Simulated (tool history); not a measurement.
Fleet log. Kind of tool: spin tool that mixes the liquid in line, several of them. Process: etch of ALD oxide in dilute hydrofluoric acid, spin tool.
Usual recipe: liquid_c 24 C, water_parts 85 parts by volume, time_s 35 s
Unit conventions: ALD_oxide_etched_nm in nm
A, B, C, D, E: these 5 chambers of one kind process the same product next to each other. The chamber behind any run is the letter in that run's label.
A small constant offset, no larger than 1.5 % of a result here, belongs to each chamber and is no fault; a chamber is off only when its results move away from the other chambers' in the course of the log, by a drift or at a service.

| run | hour | liquid_c | water_parts | time_s | hours since the thermometer was replaced | hours since the hydrofluoric acid flow meter was replaced | read-back film thickness of the ALD oxide reference wafer, read on the same gauge (nm) | ALD_oxide_etched_nm |
|---|---|---|---|---|---|---|---|---|
| 1E | 11 | 24 | 85 | 35 | 2673.3 | 1093.4 | 40.017 | 9.4798 |
| 2B | 19.5 | 24 | 85 | 35 | 1186.9 | 303.8 | 40 | 9.4113 |
| 3A | 28.2 | 24 | 85 | 35 | 387.4 | 182.7 | 40.021 | 9.522 |
| 4D | 39.5 | 24 | 85 | 35 | 46.3 | 386.8 | 40.017 | 9.5815 |
| 5C | 48.6 | 24 | 85 | 35 | 1206.8 | 407.3 | 39.987 | 9.5415 |
| 6A | 58.6 | 24 | 85 | 35 | 417.8 | 213.1 | 39.994 | 9.5887 |
|  | 67.2 | chamber E: thermometer replaced |
| 7D | 69.7 | 24 | 85 | 35 | 76.5 | 417 | 39.994 | 9.4375 |
| 8E | 78.6 | 24 | 85 | 35 | 11.4 | 1161 | 40.011 | 9.733 |
| 9B | 85.9 | 24 | 85 | 35 | 1253.3 | 370.2 | 40.011 | 9.5863 |
| 10C | 95.9 | 24 | 85 | 35 | 1254.1 | 454.6 | 40.002 | 9.6052 |
| 11B | 106.8 | 24 | 85 | 35 | 1274.2 | 391.1 | 40.01 | 9.5812 |
| 12A | 113.5 | 24 | 85 | 35 | 472.7 | 268 | 40.009 | 9.4415 |
| 13E | 124.3 | 24 | 85 | 35 | 57.1 | 1206.7 | 39.998 | 9.6942 |
| 14D | 131.2 | 24 | 45 | 20 | 138 | 478.5 | 39.995 | 10.632 |
| 15C | 136.6 | 24 | 45 | 20 | 1294.8 | 495.3 | 39.993 | 11.179 |
| 16D | 144.3 | 24 | 45 | 20 | 151.1 | 491.6 | 40.009 | 10.833 |
| 17A | 152.1 | 24 | 45 | 20 | 511.3 | 306.6 | 40.009 | 10.801 |
| 18E | 162.6 | 24 | 45 | 20 | 95.4 | 1245 | 39.979 | 10.693 |
| 19C | 172.7 | 24 | 85 | 35 | 1330.9 | 531.4 | 40.018 | 9.7189 |
| 20B | 180.5 | 24 | 85 | 35 | 1347.9 | 464.8 | 40.028 | 9.6643 |
| 21C | 185.4 | 24 | 85 | 35 | 1343.6 | 544.1 | 40.019 | 9.5577 |
| 22D | 193 | 24 | 85 | 35 | 199.8 | 540.3 | 40.001 | 9.3207 |
| 23B | 203.5 | 24 | 85 | 35 | 1370.9 | 487.8 | 40.008 | 9.5847 |
| 24E | 213.9 | 24 | 85 | 35 | 146.7 | 1296.3 | 39.992 | 9.3944 |
| 25A | 219.9 | 24 | 85 | 35 | 579.1 | 374.4 | 39.991 | 9.6108 |
| 26B | 226.4 | 24 | 85 | 35 | 1393.8 | 510.7 | 40.003 | 9.5616 |
| 27A | 231.4 | 24 | 85 | 35 | 590.6 | 385.9 | 40.01 | 9.5124 |
| 28C | 241.9 | 24 | 85 | 35 | 1400.1 | 600.6 | 40.016 | 9.8364 |
| 29D | 252.5 | 24 | 85 | 35 | 259.3 | 599.8 | 39.993 | 9.4023 |
| 30E | 259.3 | 24 | 85 | 35 | 192.1 | 1341.7 | 40.011 | 9.5235 |
| 31A | 266.4 | 24 | 85 | 35 | 625.6 | 420.9 | 39.992 | 9.4423 |
| 32E | 272 | 24 | 85 | 35 | 204.8 | 1354.4 | 39.983 | 9.4549 |
|  | 279.6 | chamber C: thermometer replaced |
| 33B | 282.4 | 24 | 85 | 35 | 1449.8 | 566.7 | 40.016 | 9.5432 |
| 34D | 293.1 | 24 | 85 | 35 | 299.9 | 640.4 | 39.977 | 9.3532 |
| 35C | 302.1 | 24 | 85 | 35 | 22.6 | 660.8 | 40.019 | 9.522 |
|  | 309.3 | chamber A: hydrofluoric acid flow meter replaced |
| 36E | 309.4 | 24 | 85 | 35 | 242.2 | 1391.8 | 39.997 | 9.5687 |
| 37D | 315 | 19.5 | 65 | 35 | 321.8 | 662.3 | 40.001 | 10.567 |
| 38A | 322.8 | 19.5 | 65 | 35 | 682 | 13.5 | 40.013 | 10.674 |
| 39B | 330.4 | 19.5 | 65 | 35 | 1497.8 | 614.7 | 39.995 | 10.678 |
| 40C | 338.7 | 19.5 | 65 | 35 | 59.2 | 697.4 | 39.989 | 10.831 |
| 41B | 343.9 | 19.5 | 65 | 35 | 1511.3 | 628.2 | 40 | 10.456 |
| 42C | 351.2 | 24 | 85 | 35 | 71.7 | 709.9 | 39.992 | 9.5689 |
| 43D | 358.2 | 24 | 85 | 30 | 365 | 705.5 | 39.981 | 8.0555 |
| 44E | 366.9 | 24 | 85 | 30 | 299.7 | 1449.3 | 40.025 | 8.0809 |

Does one chamber stand apart from the rest, does the shared gauge drift, or is all well apart from small per-chamber offsets? Give the chamber and the most likely cause, where there is one.

All chambers stay in line apart from their small fixed offsets, and the gauge does not drift.

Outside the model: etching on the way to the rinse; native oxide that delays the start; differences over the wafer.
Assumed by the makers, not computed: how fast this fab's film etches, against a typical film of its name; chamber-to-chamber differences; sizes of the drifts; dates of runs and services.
